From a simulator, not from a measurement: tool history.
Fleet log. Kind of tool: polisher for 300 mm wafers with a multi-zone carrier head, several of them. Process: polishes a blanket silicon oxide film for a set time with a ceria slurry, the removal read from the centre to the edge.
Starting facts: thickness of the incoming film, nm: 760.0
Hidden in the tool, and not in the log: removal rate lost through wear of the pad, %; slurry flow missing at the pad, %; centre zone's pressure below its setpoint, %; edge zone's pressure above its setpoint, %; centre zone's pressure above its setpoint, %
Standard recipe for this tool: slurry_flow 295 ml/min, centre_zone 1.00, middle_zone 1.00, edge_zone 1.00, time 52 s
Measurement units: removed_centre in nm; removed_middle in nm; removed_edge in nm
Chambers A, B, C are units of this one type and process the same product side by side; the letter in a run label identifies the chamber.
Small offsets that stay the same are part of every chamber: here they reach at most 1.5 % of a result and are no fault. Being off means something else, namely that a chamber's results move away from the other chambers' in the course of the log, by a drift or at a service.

run   hour  slurry_flow  centre_zone  middle_zone  edge_zone  time  wafers polished on this pad  hours since the slurry nozzle was cleaned  hours since the centre zone pressure was calibrated  hours since the edge zone pressure was calibrated  removed_centre  removed_middle  removed_edge
 1A    7.1          295         1.00         1.00       1.00    52                          492                                       33.0                                                752.9                                             1116.3          203.76          198.84        197.95
 2B   18.2          295         1.00         1.00       1.00    52                          590                                      312.9                                                822.8                                               66.5          193.75          194.88        197.16
 3C   24.3          295         1.00         1.00       1.00    52                          509                                       32.9                                                307.2                                              513.8          199.66          203.71        198.31
 4B   34.4          295         1.00         1.00       1.00    52                          798                                      329.1                                                839.0                                               82.7          198.61          193.48        198.17
      46.0  -- chamber B: worn pad replaced by a new one
 5C   47.3          295         1.00         1.00       1.00    52                          804                                       55.9                                                330.2                                              536.8          197.99          200.31        201.52
 6A   58.6          295         1.08         1.00       1.07    52                         1153                                       84.5                                                804.4                                             1167.8          213.19          198.40        207.27
      61.0  -- chamber A: worn pad replaced by a new one
 7B   69.1          295         1.08         1.00       1.07    52                          296                                      363.8                                                873.7                                              117.4          220.05          194.79        208.75
      69.6  -- chamber C: worn pad replaced by a new one
 8A   77.8          295         1.08         1.00       1.07    52                          216                                      103.7                                                823.6                                             1187.0          220.44          203.84        205.19
 9C   89.8          295         1.00         1.00       1.00    52                          259                                       98.4                                                372.7                                              579.3          191.87          201.89        201.22
10C  100.3          295         1.00         1.00       1.00    52                          394                                      108.9                                                383.2                                              589.8          197.05          198.63        202.50
11B  106.2          295         1.00         1.04       1.00    52                          772                                      400.9                                                910.8                                              154.5          196.58          200.11        197.49
12A  114.1          295         1.00         1.04       1.00    52                          682                                      140.0                                                859.9                                             1223.3          196.06          209.04        197.48
     124.4  -- chamber B: worn pad replaced by a new one
13C  125.6          295         1.00         1.04       1.00    52                          718                                      134.2                                                408.5                                              615.1          203.52          204.69        201.32
14B  134.2          295         1.00         1.00       1.00    52                          126                                      428.9                                                938.8                                              182.5          199.34          193.89        195.41
15A  143.3          295         1.00         1.00       1.11    52                         1056                                      169.2                                                889.1                                             1252.5          191.32          201.34        211.53
     145.8  -- chamber C: worn pad replaced by a new one
     151.4  -- chamber A: worn pad replaced by a new one
16C  153.5          295         1.00         1.00       1.11    52                           99                                      162.1                                                436.4                                              643.0          199.66          198.66        212.65
     157.1  -- chamber B: slurry nozzle cleaned
     161.1  -- chamber A: edge zone pressure recalibrated
17B  162.1          295         1.00         1.00       1.11    52                          484                                        5.0                                                966.7                                              210.4          199.28          194.96        208.63
18A  170.3          295         1.00         0.93       1.00    52                          243                                      196.2                                                916.1                                                9.3          189.46          185.44        194.33
19C  182.6          295         1.00         0.93       1.00    52                          472                                      191.2                                                465.5                                              672.1          193.52          182.22        201.05
     191.0  -- chamber B: worn pad replaced by a new one
20A  191.3          295         1.00         0.93       1.00    52                          512                                      217.2                                                937.1                                               30.3          187.89          187.15        197.90
21B  199.5          295         0.96         0.90       1.00    52                          109                                       42.4                                               1004.1                                              247.8          188.80          177.59        200.92
22C  210.3          295         0.96         0.90       1.00    52                          828                                      218.9                                                493.2                                              699.8          186.41          177.08        199.56
23A  217.1          295         0.96         0.90       1.00    52                          843                                      243.0                                                962.9                                               56.1          174.74          184.06        196.78
     219.0  -- chamber C: slurry nozzle cleaned
24B  224.0          295         1.00         1.00       1.00    52                          424                                       66.9                                               1028.6                                              272.3          199.67          194.74        202.59
25A  231.2          295         0.96         1.00       1.06    52                         1024                                      257.1                                                977.0                                               70.2          174.60          199.97        204.61
     234.3  -- chamber C: worn pad replaced by a new one
26B  240.1          295         0.96         1.00       1.06    52                          630                                       83.0                                               1044.7                                              288.4          190.37          198.42        201.89
27C  247.0          295         0.96         1.00       1.06    52                          163                                       28.0                                                529.9                                              736.5          188.60          198.74        203.71
     249.9  -- chamber A: worn pad replaced by a new one
28A  257.7          295         1.00         1.00       1.00    52                          101                                      283.6                                               1003.5                                               96.7          186.50          195.23        198.25
29C  265.8          295         1.00         1.00       1.00    52                          404                                       46.8                                                548.7                                              755.3          192.59          197.20        198.59
     267.5  -- chamber B: worn pad replaced by a new one
30B  272.0          295         1.00         1.00       1.05    52                           58                                      114.9                                               1076.6                                              320.3          196.30          197.77        203.37
31A  279.5          295         1.00         1.00       1.05    52                          380                                      305.4                                               1025.3                                              118.5          181.74          197.76        200.07
32C  292.0          295         1.00         1.00       1.05    52                          740                                       73.0                                                574.9                                              781.5          201.93          200.40        204.82
33B  302.7          295         1.00         1.00       1.00    52                          452                                      145.6                                               1107.3                                              351.0          198.43          197.34        199.87
34C  312.1          295         1.00         1.00       1.00    52                          998                                       93.1                                                595.0                                              801.6          202.69          204.00        198.84
35B  319.3          295         1.00         1.00       1.00    52                          665                                      162.2                                               1123.9                                              367.6          197.73          195.02        194.71
     320.3  -- chamber C: worn pad replaced by a new one
36A  326.1          295         1.00         1.00       1.00    52                          978                                      352.0                                               1071.9                                              165.1          177.22          200.29        196.34
     333.2  -- chamber B: edge zone pressure recalibrated
37A  337.8          295         1.00         1.00       1.00    52                         1129                                      363.7                                               1083.6                                              176.8          177.68          200.79        194.51
38C  347.8          295         1.00         1.00       1.00    52                          353                                      128.8                                                630.7                                              837.3          192.44          203.41        201.84
     348.0  -- chamber B: worn pad replaced by a new one
39B  353.9          295         1.00         1.00       1.00    52                           76                                      196.8                                               1158.5                                               20.7          194.99          199.43        197.97
40B  362.6          295         1.00         1.00       1.00    52                          187                                      205.5                                               1167.2                                               29.4          196.11          196.10        195.66

For the next run the whole fleet of 3 chambers uses the same settings. Give each chamber's results:
41A  371.8          295         0.91         1.00       1.00    52                                                                                                                                                                                               ?               ?             ?
41B  371.8          295         0.91         1.00       1.00    52                                                                                                                                                                                               ?               ?             ?
41C  371.8          295         0.91         1.00       1.00    52                                                                                                                                                                                               ?               ?             ?

run  removed_centre  removed_middle  removed_edge
41A          154.42          199.72        198.63
41B          176.09          197.78        199.93
41C          180.76          198.63        196.59
